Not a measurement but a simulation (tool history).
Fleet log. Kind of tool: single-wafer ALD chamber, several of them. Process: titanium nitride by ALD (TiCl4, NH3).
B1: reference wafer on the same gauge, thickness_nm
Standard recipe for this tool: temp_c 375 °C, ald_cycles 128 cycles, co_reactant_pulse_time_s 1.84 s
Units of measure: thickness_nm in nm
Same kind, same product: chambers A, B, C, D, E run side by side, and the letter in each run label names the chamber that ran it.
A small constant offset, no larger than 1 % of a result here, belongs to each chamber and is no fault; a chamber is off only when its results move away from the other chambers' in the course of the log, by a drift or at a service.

{"run": "1B", "day": 0.229, "temp_c": 375, "ald_cycles": 128, "co_reactant_pulse_time_s": 1.84, "B1": 3.2123, "thickness_nm": 2.7601}
{"run": "2D", "day": 0.504, "temp_c": 375, "ald_cycles": 128, "co_reactant_pulse_time_s": 1.84, "B1": 3.21, "thickness_nm": 2.7391}
{"run": "3A", "day": 0.808, "temp_c": 375, "ald_cycles": 128, "co_reactant_pulse_time_s": 1.84, "B1": 3.2123, "thickness_nm": 2.7586}
{"run": "4C", "day": 1.2, "temp_c": 375, "ald_cycles": 128, "co_reactant_pulse_time_s": 1.84, "B1": 3.2108, "thickness_nm": 2.7418}
{"run": "5E", "day": 1.633, "temp_c": 375, "ald_cycles": 128, "co_reactant_pulse_time_s": 1.84, "B1": 3.2075, "thickness_nm": 2.7505}
{"run": "6A", "day": 1.954, "temp_c": 375, "ald_cycles": 128, "co_reactant_pulse_time_s": 1.84, "B1": 3.2116, "thickness_nm": 2.7793}
{"run": "7C", "day": 2.279, "temp_c": 375, "ald_cycles": 128, "co_reactant_pulse_time_s": 1.84, "B1": 3.2131, "thickness_nm": 2.723}
{"run": "8E", "day": 2.471, "temp_c": 375, "ald_cycles": 128, "co_reactant_pulse_time_s": 1.84, "B1": 3.2074, "thickness_nm": 2.7704}
{"run": "9B", "day": 2.804, "temp_c": 375, "ald_cycles": 128, "co_reactant_pulse_time_s": 1.84, "B1": 3.2102, "thickness_nm": 2.7595}
{"run": "10D", "day": 3.062, "temp_c": 375, "ald_cycles": 128, "co_reactant_pulse_time_s": 1.84, "B1": 3.2105, "thickness_nm": 2.7566}
{"run": "11C", "day": 3.496, "temp_c": 375, "ald_cycles": 128, "co_reactant_pulse_time_s": 1.84, "B1": 3.2109, "thickness_nm": 2.7355}
{"run": "12D", "day": 3.888, "temp_c": 375, "ald_cycles": 128, "co_reactant_pulse_time_s": 1.84, "B1": 3.2104, "thickness_nm": 2.7506}
{"run": "13E", "day": 4.25, "temp_c": 375, "ald_cycles": 128, "co_reactant_pulse_time_s": 1.84, "B1": 3.2074, "thickness_nm": 2.7841}
{"run": "14A", "day": 4.538, "temp_c": 375, "ald_cycles": 128, "co_reactant_pulse_time_s": 1.84, "B1": 3.2095, "thickness_nm": 2.7644}
{"run": "15B", "day": 4.742, "temp_c": 375, "ald_cycles": 128, "co_reactant_pulse_time_s": 1.84, "B1": 3.2054, "thickness_nm": 2.7665}
{"run": "16C", "day": 4.958, "temp_c": 375, "ald_cycles": 128, "co_reactant_pulse_time_s": 1.84, "B1": 3.2108, "thickness_nm": 2.73}
{"run": "17E", "day": 5.229, "temp_c": 375, "ald_cycles": 128, "co_reactant_pulse_time_s": 1.84, "B1": 3.2083, "thickness_nm": 2.7735}
{"day": 5.267, "done": "chamber C: thermocouple changed; heater temperature recalibrated"}
{"run": "18A", "day": 5.462, "temp_c": 375, "ald_cycles": 128, "co_reactant_pulse_time_s": 1.84, "B1": 3.2057, "thickness_nm": 2.7593}
{"run": "19B", "day": 5.7, "temp_c": 385, "ald_cycles": 128, "co_reactant_pulse_time_s": 1.49, "B1": 3.2097, "thickness_nm": 2.7657}
{"run": "20D", "day": 6.042, "temp_c": 385, "ald_cycles": 128, "co_reactant_pulse_time_s": 1.49, "B1": 3.21, "thickness_nm": 2.7226}
{"run": "21C", "day": 6.4, "temp_c": 385, "ald_cycles": 128, "co_reactant_pulse_time_s": 1.49, "B1": 3.2115, "thickness_nm": 2.7262}
{"run": "22B", "day": 6.621, "temp_c": 385, "ald_cycles": 128, "co_reactant_pulse_time_s": 1.49, "B1": 3.2075, "thickness_nm": 2.7563}
{"run": "23A", "day": 6.896, "temp_c": 385, "ald_cycles": 128, "co_reactant_pulse_time_s": 1.49, "B1": 3.2088, "thickness_nm": 2.7507}
{"run": "24D", "day": 7.129, "temp_c": 375, "ald_cycles": 128, "co_reactant_pulse_time_s": 1.84, "B1": 3.2124, "thickness_nm": 2.7325}
{"run": "25E", "day": 7.375, "temp_c": 375, "ald_cycles": 128, "co_reactant_pulse_time_s": 2.26, "B1": 3.2091, "thickness_nm": 2.7986}
{"run": "26C", "day": 7.638, "temp_c": 375, "ald_cycles": 128, "co_reactant_pulse_time_s": 2.26, "B1": 3.205, "thickness_nm": 2.7582}
{"run": "27B", "day": 8.062, "temp_c": 375, "ald_cycles": 128, "co_reactant_pulse_time_s": 2.26, "B1": 3.2087, "thickness_nm": 2.7909}
{"run": "28D", "day": 8.338, "temp_c": 375, "ald_cycles": 128, "co_reactant_pulse_time_s": 2.26, "B1": 3.211, "thickness_nm": 2.7861}
{"run": "29A", "day": 8.571, "temp_c": 375, "ald_cycles": 128, "co_reactant_pulse_time_s": 2.26, "B1": 3.2136, "thickness_nm": 2.7822}
{"run": "30E", "day": 9.004, "temp_c": 375, "ald_cycles": 128, "co_reactant_pulse_time_s": 1.84, "B1": 3.2139, "thickness_nm": 2.7501}
{"run": "31C", "day": 9.283, "temp_c": 375, "ald_cycles": 128, "co_reactant_pulse_time_s": 1.84, "B1": 3.2057, "thickness_nm": 2.7062}
{"run": "32E", "day": 9.55, "temp_c": 375, "ald_cycles": 128, "co_reactant_pulse_time_s": 1.84, "B1": 3.2098, "thickness_nm": 2.772}
{"run": "33B", "day": 9.888, "temp_c": 375, "ald_cycles": 128, "co_reactant_pulse_time_s": 1.84, "B1": 3.2112, "thickness_nm": 2.7465}
{"run": "34A", "day": 10.125, "temp_c": 375, "ald_cycles": 148, "co_reactant_pulse_time_s": 2.36, "B1": 3.2082, "thickness_nm": 3.2177}
{"run": "35D", "day": 10.333, "temp_c": 375, "ald_cycles": 148, "co_reactant_pulse_time_s": 2.36, "B1": 3.2111, "thickness_nm": 3.2194}
{"run": "36D", "day": 10.762, "temp_c": 375, "ald_cycles": 148, "co_reactant_pulse_time_s": 2.36, "B1": 3.2092, "thickness_nm": 3.2267}

Has any chamber moved away from the others, gradually or after a service, or does the common gauge drift, or do the chambers differ only by their own small steady offsets? State the chamber and the most likely cause if one applies.

No chamber stands off beyond its own small offset, and the gauge holds steady.
